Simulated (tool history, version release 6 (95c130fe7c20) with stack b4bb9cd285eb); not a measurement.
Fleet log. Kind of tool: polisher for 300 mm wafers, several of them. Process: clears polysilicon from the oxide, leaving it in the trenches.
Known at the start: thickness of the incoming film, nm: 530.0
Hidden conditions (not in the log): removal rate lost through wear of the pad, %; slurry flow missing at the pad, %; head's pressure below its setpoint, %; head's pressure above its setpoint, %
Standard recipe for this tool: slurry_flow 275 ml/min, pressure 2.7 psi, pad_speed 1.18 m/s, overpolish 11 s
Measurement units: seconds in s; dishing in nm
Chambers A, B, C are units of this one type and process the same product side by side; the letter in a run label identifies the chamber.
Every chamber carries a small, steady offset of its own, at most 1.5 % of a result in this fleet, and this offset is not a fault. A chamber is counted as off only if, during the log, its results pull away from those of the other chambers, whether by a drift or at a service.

| run | hour | slurry_flow | pressure | pad_speed | overpolish | wafers polished on this pad | hours since the slurry nozzle was cleaned | hours since the head pressure was calibrated | seconds | dishing |
|---|---|---|---|---|---|---|---|---|---|---|
| 1C | 6.1 | 275 | 2.7 | 1.18 | 11 | 555 | 51.1 | 633.1 | 32.7 | 68.666 |
| 2A | 10.6 | 275 | 2.7 | 1.18 | 11 | 402 | 147.4 | 196.5 | 33.24 | 67.086 |
|  | 15.4 | chamber B: worn pad replaced by a new one |
|  | 17.3 | chamber C: head pressure recalibrated |
| 3B | 19.8 | 275 | 2.7 | 1.18 | 11 | 44 | 41.4 | 509.3 | 33.052 | 71.398 |
| 4B | 26.5 | 275 | 2.7 | 1.18 | 11 | 112 | 48.1 | 516 | 32.554 | 73.364 |
| 5A | 33.3 | 275 | 2.7 | 1.18 | 11 | 632 | 170.1 | 219.2 | 32.543 | 68.654 |
| 6C | 39.9 | 275 | 2.7 | 1.18 | 11 | 897 | 84.9 | 22.6 | 32.995 | 67.698 |
| 7C | 48.3 | 275 | 2.7 | 1.18 | 11 | 982 | 93.3 | 31 | 32.245 | 67.093 |
| 8B | 53.9 | 275 | 2.7 | 1.18 | 11 | 390 | 75.5 | 543.4 | 32.964 | 71.625 |
| 9A | 63.2 | 275 | 2.7 | 1.18 | 11 | 935 | 200 | 249.1 | 32.251 | 72.083 |
|  | 63.7 | chamber A: slurry nozzle cleaned |
|  | 69.6 | chamber C: worn pad replaced by a new one |
| 10C | 71.3 | 275 | 2.7 | 1.18 | 11 | 17 | 116.3 | 54 | 32.826 | 70.918 |
| 11B | 80.2 | 275 | 2.7 | 1.18 | 11 | 656 | 101.8 | 569.7 | 32.452 | 73.354 |
| 12A | 87.3 | 275 | 2.7 | 1.18 | 11 | 1179 | 23.6 | 273.2 | 32.016 | 74.5 |
|  | 94.4 | chamber A: head pressure recalibrated |
| 13A | 94.7 | 275 | 2.7 | 0.8 | 5 | 1254 | 31 | 0.3 | 54.578 | 35.495 |
|  | 98.6 | chamber B: worn pad replaced by a new one |
| 14C | 104.2 | 275 | 2.7 | 0.8 | 5 | 351 | 149.2 | 86.9 | 48.681 | 40.245 |
| 15B | 108.8 | 275 | 2.7 | 0.8 | 5 | 103 | 130.4 | 598.3 | 48.031 | 39.829 |
|  | 113.4 | chamber A: worn pad replaced by a new one |
| 16A | 117.2 | 275 | 2.7 | 1.18 | 11 | 38 | 53.5 | 22.8 | 37.278 | 69.41 |
| 17C | 127.1 | 275 | 2.7 | 1.18 | 11 | 582 | 172.1 | 109.8 | 32.589 | 68.429 |
| 18B | 133.2 | 275 | 2.7 | 1.18 | 11 | 350 | 154.8 | 622.7 | 33.016 | 70.834 |
| 19C | 139.9 | 275 | 2.7 | 1.18 | 11 | 712 | 184.9 | 122.6 | 32.911 | 69.25 |
| 20B | 149 | 275 | 2.7 | 1.18 | 11 | 510 | 170.6 | 638.5 | 32.429 | 69.559 |
| 21A | 154.6 | 275 | 2.7 | 1.18 | 11 | 417 | 90.9 | 60.2 | 36.356 | 72.362 |
| 22A | 161.8 | 275 | 2.7 | 1.18 | 11 | 490 | 98.1 | 67.4 | 36.3 | 69.483 |

Decide between three cases: one chamber stands off from its peers, the gauge reading all wafers drifts, or nothing is wrong past each chamber's small offset. Where a chamber is off, say which and what most likely put it there.

After it was serviced, chamber A no longer matches the other chambers.
Likeliest cause: head's pressure below its setpoint, % = 10.8.

Here are 4 candidates for chamber A's next run, each the usual settings with a change, their results left as question marks. Which one brings its results back in line with what the others give on the usual settings?
Allowed miss from the other chambers' usual-settings mean, per result, to count as in line: seconds 1.4 s; dishing 5.9 nm
| 23A-1 | 168.9 | 275 | 2.7 | 1.2 | 11 |  |  |  | ? | ? |
| 23A-2 | 168.9 | 275 | 2.7 | 1.16 | 11 |  |  |  | ? | ? |
| 23A-3 | 168.9 | 275 | 2.8 | 1.24 | 11 |  |  |  | ? | ? |
| 23A-4 | 168.9 | 275 | 2.6 | 1.12 | 11 |  |  |  | ? | ? |

On the usual settings, the other chambers give on average: seconds 32.892 s; dishing 70.452 nm
| run | seconds | dishing |
|---|---|---|
| 23A-1 | 35.6 | 69.134 |
| 23A-2 | 36.846 | 68.398 |
| 23A-3 | 33.209 | 70.541 |
| 23A-4 | 39.647 | 66.749 |
Change 23A-3 lands the chamber within the allowed miss of the other chambers.

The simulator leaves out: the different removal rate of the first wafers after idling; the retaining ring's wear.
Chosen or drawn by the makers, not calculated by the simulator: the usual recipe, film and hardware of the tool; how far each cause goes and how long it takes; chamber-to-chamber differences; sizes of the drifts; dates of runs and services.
